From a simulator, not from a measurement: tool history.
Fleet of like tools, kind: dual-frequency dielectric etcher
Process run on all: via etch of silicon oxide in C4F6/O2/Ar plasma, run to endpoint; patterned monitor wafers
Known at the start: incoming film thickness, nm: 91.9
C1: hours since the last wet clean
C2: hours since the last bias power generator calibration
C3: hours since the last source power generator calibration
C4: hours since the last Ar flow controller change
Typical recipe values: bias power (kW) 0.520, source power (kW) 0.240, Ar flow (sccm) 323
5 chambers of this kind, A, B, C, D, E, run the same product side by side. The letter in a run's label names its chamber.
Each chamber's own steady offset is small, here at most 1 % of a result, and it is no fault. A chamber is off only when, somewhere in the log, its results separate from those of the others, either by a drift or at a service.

At hour 5.1: chamber A: wet clean of the chamber.
Run 1C, hour 10.6: usual settings; C1 87.3; C2 947.6; C3 3132.2; C4 927.3. Result: endpoint time (s) 24.017.
At hour 11.1: chamber B: wet clean of the chamber.
Run 2A, hour 20.1: usual settings; C1 15.0; C2 2404.2; C3 1449.3; C4 366.6. Result: endpoint time (s) 24.216.
Run 3D, hour 30.7: usual settings; C1 138.8; C2 1736.7; C3 653.8; C4 1924.1. Result: endpoint time (s) 24.255.
Run 4E, hour 36.8: usual settings; C1 299.1; C2 1025.6; C3 3574.5; C4 1223.0. Result: endpoint time (s) 24.196.
Run 5B, hour 42.4: usual settings but Ar flow (sccm) 397; C1 31.3; C2 1699.4; C3 726.8; C4 1941.8. Result: endpoint time (s) 25.138.
Run 6A, hour 50.6: usual settings but Ar flow (sccm) 397; C1 45.5; C2 2434.7; C3 1479.8; C4 397.1. Result: endpoint time (s) 24.816.
Run 7D, hour 57.0: usual settings but Ar flow (sccm) 397; C1 165.1; C2 1763.0; C3 680.1; C4 1950.4. Result: endpoint time (s) 24.881.
Run 8C, hour 66.9: usual settings but Ar flow (sccm) 397; C1 143.6; C2 1003.9; C3 3188.5; C4 983.6. Result: endpoint time (s) 24.462.
Run 9E, hour 73.3: usual settings but Ar flow (sccm) 397; C1 335.6; C2 1062.1; C3 3611.0; C4 1259.5. Result: endpoint time (s) 24.861.
Run 10B, hour 82.6: usual settings; C1 71.5; C2 1739.6; C3 767.0; C4 1982.0. Result: endpoint time (s) 24.355.
Run 11A, hour 89.4: usual settings; C1 84.3; C2 2473.5; C3 1518.6; C4 435.9. Result: endpoint time (s) 24.252.
Run 12C, hour 96.6: usual settings; C1 173.3; C2 1033.6; C3 3218.2; C4 1013.3. Result: endpoint time (s) 24.098.
Run 13E, hour 105.4: usual settings; C1 367.7; C2 1094.2; C3 3643.1; C4 1291.6. Result: endpoint time (s) 24.275.
At hour 110.4: chamber A: source power generator calibrated.
Run 14B, hour 115.5: usual settings; C1 104.4; C2 1772.5; C3 799.9; C4 2014.9. Result: endpoint time (s) 24.605.
Run 15D, hour 128.2: usual settings; C1 236.3; C2 1834.2; C3 751.3; C4 2021.6. Result: endpoint time (s) 24.090.
Run 16C, hour 139.3: usual settings; C1 216.0; C2 1076.3; C3 3260.9; C4 1056.0. Result: endpoint time (s) 24.227.
Run 17B, hour 147.9: usual settings; C1 136.8; C2 1804.9; C3 832.3; C4 2047.3. Result: endpoint time (s) 24.558.
Run 18E, hour 159.7: usual settings; C1 422.0; C2 1148.5; C3 3697.4; C4 1345.9. Result: endpoint time (s) 24.287.
Run 19A, hour 168.7: usual settings; C1 163.6; C2 2552.8; C3 58.4; C4 515.2. Result: endpoint time (s) 24.226.
Run 20D, hour 174.4: usual settings; C1 282.5; C2 1880.4; C3 797.5; C4 2067.8. Result: endpoint time (s) 24.281.
Run 21E, hour 185.3: usual settings; C1 447.6; C2 1174.1; C3 3723.0; C4 1371.5. Result: endpoint time (s) 24.139.
Run 22A, hour 196.2: usual settings; C1 191.1; C2 2580.3; C3 85.9; C4 542.7. Result: endpoint time (s) 24.137.
Run 23B, hour 202.8: usual settings; C1 191.7; C2 1859.8; C3 887.2; C4 2102.2. Result: endpoint time (s) 24.495.
Run 24D, hour 213.2: usual settings; C1 321.3; C2 1919.2; C3 836.3; C4 2106.6. Result: endpoint time (s) 24.396.
At hour 218.4: chamber E: wet clean of the chamber.
Run 25C, hour 219.6: usual settings; C1 296.3; C2 1156.6; C3 3341.2; C4 1136.3. Result: endpoint time (s) 24.626.
Run 26C, hour 228.5: usual settings; C1 305.2; C2 1165.5; C3 3350.1; C4 1145.2. Result: endpoint time (s) 24.692.
Run 27B, hour 235.7: usual settings; C1 224.6; C2 1892.7; C3 920.1; C4 2135.1. Result: endpoint time (s) 24.477.
Run 28A, hour 245.0: usual settings; C1 239.9; C2 2629.1; C3 134.7; C4 591.5. Result: endpoint time (s) 24.113.
Run 29E, hour 257.2: usual settings but bias power (kW) 0.568, source power (kW) 0.210; C1 38.9; C2 1246.0; C3 3794.9; C4 1443.4. Result: endpoint time (s) 24.599.
Run 30D, hour 264.9: usual settings but bias power (kW) 0.568, source power (kW) 0.210; C1 373.0; C2 1970.9; C3 888.0; C4 2158.3. Result: endpoint time (s) 24.559.
Run 31B, hour 273.7: usual settings but bias power (kW) 0.568, source power (kW) 0.210; C1 262.6; C2 1930.7; C3 958.1; C4 2173.1. Result: endpoint time (s) 24.991.
Run 32D, hour 280.1: usual settings but bias power (kW) 0.568, source power (kW) 0.210; C1 388.2; C2 1986.1; C3 903.2; C4 2173.5. Result: endpoint time (s) 24.389.
Run 33A, hour 287.5: usual settings but bias power (kW) 0.568, source power (kW) 0.210; C1 282.4; C2 2671.6; C3 177.2; C4 634.0. Result: endpoint time (s) 24.809.
Run 34E, hour 297.6: usual settings; C1 79.3; C2 1286.4; C3 3835.3; C4 1483.8. Result: endpoint time (s) 24.308.
Run 35C, hour 304.4: usual settings; C1 381.1; C2 1241.4; C3 3426.0; C4 1221.1. Result: endpoint time (s) 25.218.
Run 36D, hour 310.7: usual settings but bias power (kW) 0.638, Ar flow (sccm) 366; C1 418.8; C2 2016.7; C3 933.8; C4 2204.1. Result: endpoint time (s) 22.505.
Run 37B, hour 319.3: usual settings but bias power (kW) 0.638, Ar flow (sccm) 366; C1 308.2; C2 1976.3; C3 1003.7; C4 2218.7. Result: endpoint time (s) 22.690.

For the next run the whole fleet of 5 chambers uses the same settings. Give each chamber's results:
Run 38A, hour 328.5: usual settings. Result: endpoint time (s) ?.
Run 38B, hour 328.5: usual settings. Result: endpoint time (s) ?.
Run 38C, hour 328.5: usual settings. Result: endpoint time (s) ?.
Run 38D, hour 328.5: usual settings. Result: endpoint time (s) ?.
Run 38E, hour 328.5: usual settings. Result: endpoint time (s) ?.

run  endpoint time (s)
38A             24.417
38B             24.479
38C             25.208
38D             24.084
38E             24.219
